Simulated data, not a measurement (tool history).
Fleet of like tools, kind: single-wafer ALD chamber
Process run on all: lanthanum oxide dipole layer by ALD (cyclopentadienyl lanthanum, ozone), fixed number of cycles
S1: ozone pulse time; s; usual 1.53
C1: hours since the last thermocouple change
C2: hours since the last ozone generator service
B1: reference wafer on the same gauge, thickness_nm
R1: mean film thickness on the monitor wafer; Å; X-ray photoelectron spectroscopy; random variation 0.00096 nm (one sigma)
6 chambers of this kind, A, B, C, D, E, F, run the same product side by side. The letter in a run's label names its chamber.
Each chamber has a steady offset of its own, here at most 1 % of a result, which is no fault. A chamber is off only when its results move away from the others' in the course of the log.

run,hour,S1,C1,C2,B1,R1
1B,8.4,1.53,710.2,756.9,0.63298,5.4841
2C,16.7,1.53,148.1,153.5,0.63316,5.5244
3E,26.0,1.53,650.8,131.0,0.63340,5.5032
4F,36.9,1.53,314.1,647.2,0.63324,5.5269
5D,52.7,1.53,219.6,1195.0,0.63343,5.5656
6A,63.6,1.76,411.3,407.0,0.63367,5.6013
7E,78.4,1.76,703.2,183.4,0.63357,5.5906
8F,88.4,1.76,365.6,698.7,0.63353,5.6189
9B,99.8,1.76,801.6,848.3,0.63389,5.5985
10C,111.5,1.76,242.9,248.3,0.63384,5.6255
11A,121.4,1.76,469.1,464.8,0.63394,5.6076
12D,136.2,1.53,303.1,1278.5,0.63405,5.5784
13F,147.2,1.53,424.4,757.5,0.63457,5.5168
14A,159.9,1.53,507.6,503.3,0.63427,5.5108
15E,171.6,1.53,796.4,276.6,0.63461,5.5084
16C,180.7,1.53,312.1,317.5,0.63434,5.5415
17B,196.4,1.74,898.2,944.9,0.63472,5.5848
18D,208.2,1.74,375.1,1350.5,0.63512,5.6640
19F,218.3,1.74,495.5,828.6,0.63539,5.6210
# hour 219.1: chamber F: ozone generator serviced
20C,229.7,1.74,361.1,366.5,0.63494,5.6504
21D,243.3,1.74,410.2,1385.6,0.63474,5.6785
22E,256.4,1.74,881.2,361.4,0.63529,5.6095
23A,267.7,1.53,615.4,611.1,0.63525,5.5233
24B,283.4,1.53,985.2,1031.9,0.63560,5.5063
25A,293.5,1.53,641.2,636.9,0.63547,5.5279
26D,303.3,1.53,470.2,1445.6,0.63554,5.5811
27B,315.0,1.53,1016.8,1063.5,0.63568,5.5185
28F,325.4,1.53,602.6,106.3,0.63618,5.5163
29C,336.4,1.53,467.8,473.2,0.63595,5.5729
30E,343.2,1.53,968.0,448.2,0.63626,5.5217
# hour 355.1: chamber A: ozone generator serviced
31E,355.5,1.53,980.3,460.5,0.63628,5.5244
32F,366.8,1.97,644.0,147.7,0.63632,5.6964
33B,377.5,1.97,1079.3,1126.0,0.63657,5.6687
34A,385.3,1.97,733.0,30.2,0.63643,5.6922
35D,396.8,1.97,563.7,1539.1,0.63646,5.7466
36C,411.6,1.97,543.0,548.4,0.63646,5.7346
37E,425.8,1.97,1050.6,530.8,0.63701,5.6792
38B,433.1,1.53,1134.9,1181.6,0.63668,5.5028
39F,444.8,1.53,722.0,225.7,0.63686,5.5436
40D,454.3,1.53,621.2,1596.6,0.63712,5.6117
41A,465.7,1.53,813.4,110.6,0.63709,5.5284
42C,478.8,1.53,610.2,615.6,0.63754,5.5684
43F,489.0,1.53,766.2,269.9,0.63726,5.5506
44A,498.3,1.53,846.0,143.2,0.63730,5.5441

All chambers now run identical settings, listed one chamber a line with results as question marks. What results will each chamber show?
45A,509.6,1.53,,,,?
45B,509.6,1.53,,,,?
45C,509.6,1.53,,,,?
45D,509.6,1.53,,,,?
45E,509.6,1.53,,,,?
45F,509.6,1.53,,,,?

run,R1
45A,5.5483
45B,5.5040
45C,5.5832
45D,5.6036
45E,5.5184
45F,5.5588
